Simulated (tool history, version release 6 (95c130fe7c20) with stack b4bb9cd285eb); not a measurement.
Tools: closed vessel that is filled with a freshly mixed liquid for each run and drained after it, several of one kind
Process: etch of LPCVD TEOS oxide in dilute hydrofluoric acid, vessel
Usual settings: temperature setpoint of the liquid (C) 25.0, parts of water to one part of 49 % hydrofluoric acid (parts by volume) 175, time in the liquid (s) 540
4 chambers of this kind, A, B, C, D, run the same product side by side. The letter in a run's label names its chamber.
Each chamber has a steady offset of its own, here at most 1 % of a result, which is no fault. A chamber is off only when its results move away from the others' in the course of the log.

run   hour  temperature setpoint of the liquid (C)  parts of water to one part of 49 % hydrofluoric acid (parts by volume)  time in the liquid (s)  read-back film thickness of the LPCVD TEOS oxide reference wafer, read on the same gauge (nm)  thickness taken off the LPCVD TEOS oxide on a monitor wafer (angstrom)
 1B    6.3                                    25.0                                                                     175                     540                                                                                         129.98                                                                  593.73
 2D   11.9                                    25.0                                                                     175                     540                                                                                         130.00                                                                  583.15
 3C   17.4                                    25.0                                                                     175                     540                                                                                         129.97                                                                  584.10
 4A   23.9                                    25.0                                                                     175                     540                                                                                         130.07                                                                  577.68
 5D   27.8                                    25.0                                                                     175                     540                                                                                         130.03                                                                  584.79
 6B   33.9                                    28.5                                                                     135                     540                                                                                         130.05                                                                  910.03
 7C   40.1                                    28.5                                                                     135                     540                                                                                         130.02                                                                  901.79
 8A   47.3                                    28.5                                                                     135                     540                                                                                         129.99                                                                  896.63
 9A   51.7                                    28.5                                                                     135                     540                                                                                         130.00                                                                  901.36
10B   58.2                                    25.0                                                                     175                     540                                                                                         129.99                                                                  584.71
11D   61.7                                    25.0                                                                     175                     540                                                                                         129.98                                                                  576.64
12C   66.0                                    25.0                                                                     175                     540                                                                                         130.03                                                                  579.08
      73.2  -- chamber C: thermometer replaced
13A   73.2                                    30.0                                                                     175                     540                                                                                         130.02                                                                  689.64
14C   77.0                                    30.0                                                                     175                     540                                                                                         130.00                                                                  708.83
15D   83.2                                    30.0                                                                     175                     540                                                                                         130.01                                                                  688.25
16B   90.1                                    30.0                                                                     175                     540                                                                                         130.02                                                                  695.93
17B   96.4                                    25.0                                                                     175                     540                                                                                         129.99                                                                  588.97
18D  101.6                                    25.0                                                                     175                     540                                                                                         130.02                                                                  565.24
19C  109.2                                    25.0                                                                     175                     540                                                                                         129.99                                                                  580.76
20A  115.9                                    25.0                                                                     175                     540                                                                                         130.01                                                                  579.25
21A  121.3                                    25.0                                                                     225                     390                                                                                         129.99                                                                  308.22
22C  128.3                                    25.0                                                                     225                     390                                                                                         129.96                                                                  314.61
23D  132.0                                    25.0                                                                     225                     390                                                                                         130.03                                                                  299.00
24B  135.7                                    25.0                                                                     225                     390                                                                                         129.96                                                                  313.59
25C  141.2                                    25.0                                                                     175                     540                                                                                         129.98                                                                  587.93

All 4 chambers run these settings next. Forecast each chamber's results:
26A  146.7                                    25.0                                                                     175                     540                                                                                                                                                                      ?
26B  146.7                                    25.0                                                                     175                     540                                                                                                                                                                      ?
26C  146.7                                    25.0                                                                     175                     540                                                                                                                                                                      ?
26D  146.7                                    25.0                                                                     175                     540                                                                                                                                                                      ?

run  thickness taken off the LPCVD TEOS oxide on a monitor wafer (angstrom)
26A                                                                  581.22
26B                                                                  581.20
26C                                                                  589.86
26D                                                                  546.78
